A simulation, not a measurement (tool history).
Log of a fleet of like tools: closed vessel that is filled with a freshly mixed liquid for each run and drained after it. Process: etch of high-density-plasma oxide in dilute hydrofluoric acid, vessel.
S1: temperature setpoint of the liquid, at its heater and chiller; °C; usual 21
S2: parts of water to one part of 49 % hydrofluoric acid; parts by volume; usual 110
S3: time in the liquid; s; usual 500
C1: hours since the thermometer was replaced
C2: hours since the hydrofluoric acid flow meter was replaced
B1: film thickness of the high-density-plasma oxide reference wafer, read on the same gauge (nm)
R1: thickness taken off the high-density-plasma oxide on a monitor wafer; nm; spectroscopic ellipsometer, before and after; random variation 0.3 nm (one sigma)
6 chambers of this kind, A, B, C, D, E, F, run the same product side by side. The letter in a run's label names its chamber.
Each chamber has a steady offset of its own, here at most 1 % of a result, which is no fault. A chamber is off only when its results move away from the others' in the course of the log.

run   hour  S1   S2   S3      C1      C2      B1      R1
 1C    8.6  21  110  500   365.4   248.3  59.977  34.665
 2D   18.0  21  110  500  1114.8    59.1  59.966  34.175
 3E   24.0  21  110  500   291.2   761.6  60.003  34.754
 4B   33.3  21  110  500   202.8   736.7  59.986  34.787
 5A   42.4  21  110  500   776.8  1415.2  60.010  34.058
 6F   51.8  21  110  500   761.4  1254.7  60.011  33.726
 7A   59.5  21  110  500   793.9  1432.3  60.017  34.482
 8D   65.1  21  110  500  1161.9   106.2  59.965  33.784
 9F   72.1  21  110  500   781.7  1275.0  59.998  33.709
10C   77.0  21  110  500   433.8   316.7  59.974  34.239
11B   86.2  21  110  500   255.7   789.6  59.990  34.324
12E   91.9  21  110  500   359.1   829.5  60.015  34.293
      95.1  -- chamber A: hydrofluoric acid flow meter replaced
13F   99.5  21  110  500   809.1  1302.4  59.996  33.730
14B  105.7  21  110  500   275.2   809.1  60.022  34.084
15A  114.5  21  110  500   848.9    19.4  60.007  33.664
16E  122.2  21  110  500   389.4   859.8  60.060  34.296
17D  127.5  21  110  500  1224.3   168.6  59.979  34.431
18C  134.2  21  110  500   491.0   373.9  60.007  34.503
19F  143.0  21  110  500   852.6  1345.9  60.001  32.997
20C  150.3  21  110  500   507.1   390.0  59.983  34.125
21A  154.9  21  110  500   889.3    59.8  60.008  34.203
22B  163.9  21  110  500   333.4   867.3  60.003  34.064
23E  169.4  17  110  790   436.6   907.0  60.039  45.424
24D  175.4  17  110  790  1272.2   216.5  59.982  45.715
25F  183.8  17  110  790   893.4  1386.7  60.032  43.881
26A  192.2  17  110  790   926.6    97.1  60.001  46.831
27D  197.7  17  110  790  1294.5   238.8  60.032  45.626
28C  203.4  17  110  790   560.2   443.1  59.992  46.583
29B  209.8  21  110  500   379.3   913.2  60.019  34.156
30E  217.7  21  110  500   484.9   955.3  60.000  34.268
31D  223.8  21   75  255  1320.6   264.9  60.012  26.783
32E  232.9  21   75  255   500.1   970.5  60.017  26.968
33F  241.3  21   75  255   950.9  1444.2  59.974  24.626
34C  246.2  21   75  255   603.0   485.9  60.032  26.768
35A  253.7  21   75  255   988.1   158.6  59.993  26.482
36B  262.8  21   75  255   432.3   966.2  59.993  26.749
37C  267.4  21  110  500   624.2   507.1  59.988  34.575
38D  276.2  21  110  500  1373.0   317.3  59.974  34.541
39B  282.9  21   80  500   452.4   986.3  60.016  47.957
40F  291.9  21   80  500  1001.5  1494.8  60.000  44.875
41A  298.8  21   80  500  1033.2   203.7  60.026  48.070
42E  306.3  21   80  500   573.5  1043.9  59.975  49.348

All 6 chambers run these settings next. Forecast each chamber's results:
43A  313.2  21  110  500               ?
43B  313.2  21  110  500               ?
43C  313.2  21  110  500               ?
43D  313.2  21  110  500               ?
43E  313.2  21  110  500               ?
43F  313.2  21  110  500               ?

run      R1
43A  34.377
43B  34.355
43C  34.500
43D  33.968
43E  33.837
43F  31.160
